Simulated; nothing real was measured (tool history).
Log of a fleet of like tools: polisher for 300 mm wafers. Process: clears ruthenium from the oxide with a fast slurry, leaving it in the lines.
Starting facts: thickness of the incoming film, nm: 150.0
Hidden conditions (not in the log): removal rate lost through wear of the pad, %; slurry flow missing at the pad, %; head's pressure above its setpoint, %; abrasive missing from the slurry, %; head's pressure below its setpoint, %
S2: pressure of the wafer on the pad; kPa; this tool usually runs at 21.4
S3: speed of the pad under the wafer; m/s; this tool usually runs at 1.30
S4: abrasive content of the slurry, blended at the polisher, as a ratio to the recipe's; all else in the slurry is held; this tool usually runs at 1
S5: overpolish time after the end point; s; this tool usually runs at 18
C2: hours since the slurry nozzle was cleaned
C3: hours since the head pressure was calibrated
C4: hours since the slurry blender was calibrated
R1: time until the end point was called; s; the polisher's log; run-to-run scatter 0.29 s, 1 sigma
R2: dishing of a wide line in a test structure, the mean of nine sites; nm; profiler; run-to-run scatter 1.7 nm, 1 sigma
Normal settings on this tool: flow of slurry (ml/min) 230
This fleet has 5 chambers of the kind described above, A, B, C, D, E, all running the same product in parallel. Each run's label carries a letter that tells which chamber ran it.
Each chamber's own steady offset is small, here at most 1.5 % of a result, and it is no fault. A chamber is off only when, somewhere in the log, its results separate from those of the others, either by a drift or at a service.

run 1C hour=8.3 | flow_of_slurry_(ml/min)=230 S2=21.4 S3=1.30 S4=1 S5=18 | wafers_polished_on_this_pad=704 C2=357.4 C3=140.9 C4=79.2 | R1=28.095 R2=71.111
run 2D hour=19.5 | flow_of_slurry_(ml/min)=230 S2=21.4 S3=1.30 S4=1 S5=18 | wafers_polished_on_this_pad=645 C2=81.6 C3=695.2 C4=171.4 | R1=27.463 R2=67.651
-- hour=21.1 chamber C: worn pad replaced by a new one
run 3B hour=28.3 | flow_of_slurry_(ml/min)=230 S2=21.4 S3=1.30 S4=1 S5=18 | wafers_polished_on_this_pad=860 C2=90.3 C3=419.1 C4=143.8 | R1=27.667 R2=76.521
-- hour=30.0 chamber D: worn pad replaced by a new one
-- hour=32.1 chamber E: worn pad replaced by a new one
-- hour=33.1 chamber B: worn pad replaced by a new one
-- hour=33.2 chamber A: slurry nozzle cleaned
-- hour=34.0 chamber A: worn pad replaced by a new one
run 4E hour=35.8 | flow_of_slurry_(ml/min)=230 S2=21.4 S3=1.30 S4=1 S5=18 | wafers_polished_on_this_pad=47 C2=251.2 C3=216.2 C4=137.1 | R1=26.561 R2=72.540
run 5A hour=45.2 | flow_of_slurry_(ml/min)=230 S2=21.4 S3=1.30 S4=1 S5=18 | wafers_polished_on_this_pad=139 C2=12.0 C3=55.3 C4=57.4 | R1=27.773 R2=70.564
run 6D hour=55.3 | flow_of_slurry_(ml/min)=230 S2=21.4 S3=1.30 S4=1 S5=24 | wafers_polished_on_this_pad=314 C2=117.4 C3=731.0 C4=207.2 | R1=27.352 R2=89.997
run 7C hour=65.4 | flow_of_slurry_(ml/min)=230 S2=21.4 S3=1.30 S4=1 S5=24 | wafers_polished_on_this_pad=550 C2=414.5 C3=198.0 C4=136.3 | R1=27.535 R2=92.580
-- hour=74.5 chamber B: slurry blender recalibrated
run 8E hour=76.1 | flow_of_slurry_(ml/min)=230 S2=21.4 S3=1.30 S4=1 S5=24 | wafers_polished_on_this_pad=547 C2=291.5 C3=256.5 C4=177.4 | R1=26.750 R2=92.532
run 9A hour=82.8 | flow_of_slurry_(ml/min)=230 S2=21.4 S3=1.30 S4=1 S5=24 | wafers_polished_on_this_pad=606 C2=49.6 C3=92.9 C4=95.0 | R1=27.220 R2=89.082
-- hour=88.4 chamber D: slurry blender recalibrated
-- hour=88.8 chamber E: worn pad replaced by a new one
-- hour=89.0 chamber C: worn pad replaced by a new one
run 10B hour=92.8 | flow_of_slurry_(ml/min)=230 S2=21.4 S3=1.30 S4=1 S5=24 | wafers_polished_on_this_pad=741 C2=154.8 C3=483.6 C4=18.4 | R1=27.108 R2=94.989
-- hour=96.1 chamber D: worn pad replaced by a new one
run 11A hour=101.7 | flow_of_slurry_(ml/min)=230 S2=21.4 S3=1.30 S4=1 S5=18 | wafers_polished_on_this_pad=840 C2=68.5 C3=111.8 C4=113.9 | R1=28.054 R2=71.513
-- hour=106.0 chamber A: worn pad replaced by a new one
-- hour=106.3 chamber B: worn pad replaced by a new one
run 12E hour=107.3 | flow_of_slurry_(ml/min)=230 S2=21.4 S3=1.30 S4=1 S5=18 | wafers_polished_on_this_pad=230 C2=322.7 C3=287.7 C4=208.6 | R1=26.838 R2=71.667
-- hour=110.7 chamber A: slurry blender recalibrated
run 13B hour=117.9 | flow_of_slurry_(ml/min)=230 S2=21.4 S3=1.30 S4=1 S5=18 | wafers_polished_on_this_pad=144 C2=179.9 C3=508.7 C4=43.5 | R1=27.775 R2=72.293
run 14C hour=127.0 | flow_of_slurry_(ml/min)=230 S2=21.4 S3=1.30 S4=1 S5=18 | wafers_polished_on_this_pad=472 C2=476.1 C3=259.6 C4=197.9 | R1=27.757 R2=72.916
run 15D hour=135.2 | flow_of_slurry_(ml/min)=230 S2=21.4 S3=1.30 S4=1 S5=18 | wafers_polished_on_this_pad=485 C2=197.3 C3=810.9 C4=46.9 | R1=27.312 R2=74.299
run 16E hour=142.1 | flow_of_slurry_(ml/min)=230 S2=21.4 S3=1.30 S4=1 S5=18 | wafers_polished_on_this_pad=662 C2=357.5 C3=322.5 C4=243.4 | R1=27.960 R2=72.839
run 17A hour=151.4 | flow_of_slurry_(ml/min)=230 S2=21.4 S3=1.30 S4=1 S5=18 | wafers_polished_on_this_pad=563 C2=118.2 C3=161.5 C4=40.7 | R1=27.534 R2=72.608
-- hour=153.1 chamber D: worn pad replaced by a new one
-- hour=160.2 chamber E: worn pad replaced by a new one
run 18C hour=162.2 | flow_of_slurry_(ml/min)=230 S2=21.4 S3=1.30 S4=1 S5=18 | wafers_polished_on_this_pad=909 C2=511.3 C3=294.8 C4=233.1 | R1=27.510 R2=70.187
-- hour=162.6 chamber C: worn pad replaced by a new one
-- hour=162.7 chamber A: worn pad replaced by a new one
run 19D hour=168.2 | flow_of_slurry_(ml/min)=230 S2=21.4 S3=1.30 S4=1 S5=18 | wafers_polished_on_this_pad=187 C2=230.3 C3=843.9 C4=79.9 | R1=27.541 R2=72.942
-- hour=174.0 chamber D: head pressure recalibrated
run 20B hour=180.2 | flow_of_slurry_(ml/min)=230 S2=21.4 S3=1.30 S4=1 S5=18 | wafers_polished_on_this_pad=917 C2=242.2 C3=571.0 C4=105.8 | R1=27.845 R2=74.371
-- hour=186.8 chamber B: worn pad replaced by a new one
run 21C hour=192.4 | flow_of_slurry_(ml/min)=300 S2=21.4 S3=0.98 S4=1 S5=18 | wafers_polished_on_this_pad=369 C2=541.5 C3=325.0 C4=263.3 | R1=35.729 R2=56.391
-- hour=203.5 chamber C: slurry nozzle cleaned
run 22A hour=204.7 | flow_of_slurry_(ml/min)=300 S2=21.4 S3=0.98 S4=1 S5=18 | wafers_polished_on_this_pad=521 C2=171.5 C3=214.8 C4=94.0 | R1=36.212 R2=58.761
-- hour=212.4 chamber D: worn pad replaced by a new one
run 23E hour=214.0 | flow_of_slurry_(ml/min)=300 S2=21.4 S3=0.98 S4=1 S5=18 | wafers_polished_on_this_pad=668 C2=429.4 C3=394.4 C4=315.3 | R1=38.810 R2=54.688
run 24B hour=222.4 | flow_of_slurry_(ml/min)=300 S2=21.4 S3=0.98 S4=1 S5=18 | wafers_polished_on_this_pad=441 C2=284.4 C3=613.2 C4=148.0 | R1=34.901 R2=57.004
-- hour=229.6 chamber E: worn pad replaced by a new one
-- hour=230.8 chamber A: worn pad replaced by a new one
run 25D hour=231.8 | flow_of_slurry_(ml/min)=300 S2=21.4 S3=0.98 S4=1 S5=18 | wafers_polished_on_this_pad=241 C2=293.9 C3=57.8 C4=143.5 | R1=35.126 R2=57.739
-- hour=234.0 chamber C: worn pad replaced by a new one
run 26D hour=238.3 | flow_of_slurry_(ml/min)=230 S2=21.4 S3=1.30 S4=1 S5=18 | wafers_polished_on_this_pad=321 C2=300.4 C3=64.3 C4=150.0 | R1=27.776 R2=73.392
-- hour=238.7 chamber B: head pressure recalibrated
run 27B hour=245.1 | flow_of_slurry_(ml/min)=230 S2=21.4 S3=1.30 S4=1 S5=18 | wafers_polished_on_this_pad=723 C2=307.1 C3=6.4 C4=170.7 | R1=27.482 R2=72.399
-- hour=247.4 chamber B: slurry blender recalibrated
-- hour=249.6 chamber A: slurry blender recalibrated
run 28A hour=254.4 | flow_of_slurry_(ml/min)=230 S2=21.4 S3=1.30 S4=1 S5=18 | wafers_polished_on_this_pad=293 C2=221.2 C3=264.5 C4=4.9 | R1=27.825 R2=70.210
run 29C hour=259.9 | flow_of_slurry_(ml/min)=230 S2=21.4 S3=1.30 S4=1 S5=11 | wafers_polished_on_this_pad=321 C2=56.4 C3=392.5 C4=330.8 | R1=27.794 R2=49.437
-- hour=268.4 chamber C: slurry blender recalibrated
run 30E hour=269.3 | flow_of_slurry_(ml/min)=230 S2=21.4 S3=1.30 S4=1 S5=11 | wafers_polished_on_this_pad=493 C2=484.7 C3=449.7 C4=370.6 | R1=29.958 R2=42.064
-- hour=272.3 chamber B: worn pad replaced by a new one
-- hour=274.1 chamber D: worn pad replaced by a new one
run 31D hour=280.8 | flow_of_slurry_(ml/min)=230 S2=21.4 S3=1.30 S4=1 S5=11 | wafers_polished_on_this_pad=83 C2=342.9 C3=106.8 C4=192.5 | R1=27.601 R2=48.117
run 32A hour=291.6 | flow_of_slurry_(ml/min)=230 S2=21.4 S3=1.30 S4=1 S5=11 | wafers_polished_on_this_pad=755 C2=258.4 C3=301.7 C4=42.1 | R1=27.344 R2=48.008
-- hour=292.0 chamber E: worn pad replaced by a new one
run 33E hour=298.7 | flow_of_slurry_(ml/min)=230 S2=21.4 S3=1.30 S4=1 S5=11 | wafers_polished_on_this_pad=83 C2=514.1 C3=479.1 C4=400.0 | R1=30.215 R2=41.799
-- hour=307.0 chamber C: worn pad replaced by a new one
run 34B hour=309.0 | flow_of_slurry_(ml/min)=230 S2=21.4 S3=1.30 S4=1 S5=18 | wafers_polished_on_this_pad=455 C2=371.0 C3=70.3 C4=61.6 | R1=27.127 R2=73.940
run 35C hour=318.3 | flow_of_slurry_(ml/min)=230 S2=21.4 S3=1.30 S4=1 S5=18 | wafers_polished_on_this_pad=141 C2=114.8 C3=450.9 C4=49.9 | R1=27.797 R2=74.992
run 36C hour=324.1 | flow_of_slurry_(ml/min)=230 S2=19.3 S3=1.48 S4=1 S5=18 | wafers_polished_on_this_pad=213 C2=120.6 C3=456.7 C4=55.7 | R1=26.871 R2=69.690

Does one chamber stand apart from the rest, does the shared gauge drift, or is all well apart from small per-chamber offsets? Give the chamber and the most likely cause, where there is one.

Chamber E drifts away from the others.
Cause: abrasive missing from the slurry, % = 26.4.
From this log alone, it may not be told apart from: head's pressure below its setpoint, %.

Below are 4 candidate recipes for chamber E's next run, each the usual settings with a change, their results shown as question marks. Which of them brings E's results back in line with what the other chambers give on the usual settings?
In-line tolerance around the mean of the other chambers on the usual settings: R1 1.000 s; R2 5.800 nm
run 37E-1 hour=332.9 | flow_of_slurry_(ml/min)=225 S2=18.6 S3=1.16 S4=0.95 S5=17 | R1=? R2=?
run 37E-2 hour=332.9 | flow_of_slurry_(ml/min)=235 S2=24.1 S3=1.46 S4=1.05 S5=19 | R1=? R2=?
run 37E-3 hour=332.9 | flow_of_slurry_(ml/min)=230 S2=20.0 S3=1.22 S4=1.00 S5=18 | R1=? R2=?
run 37E-4 hour=332.9 | flow_of_slurry_(ml/min)=230 S2=22.8 S3=1.38 S4=1.05 S5=18 | R1=? R2=?

The other chambers' mean on the usual settings: R1 27.592 s; R2 72.597 nm
run=37E-1 R1=42.582 R2=46.648
run=37E-2 R1=24.424 R2=80.978
run=37E-3 R1=36.482 R2=55.992
run=37E-4 R1=27.513 R2=70.683
37E-4 is the one that brings the chamber's results back in line with the other chambers.
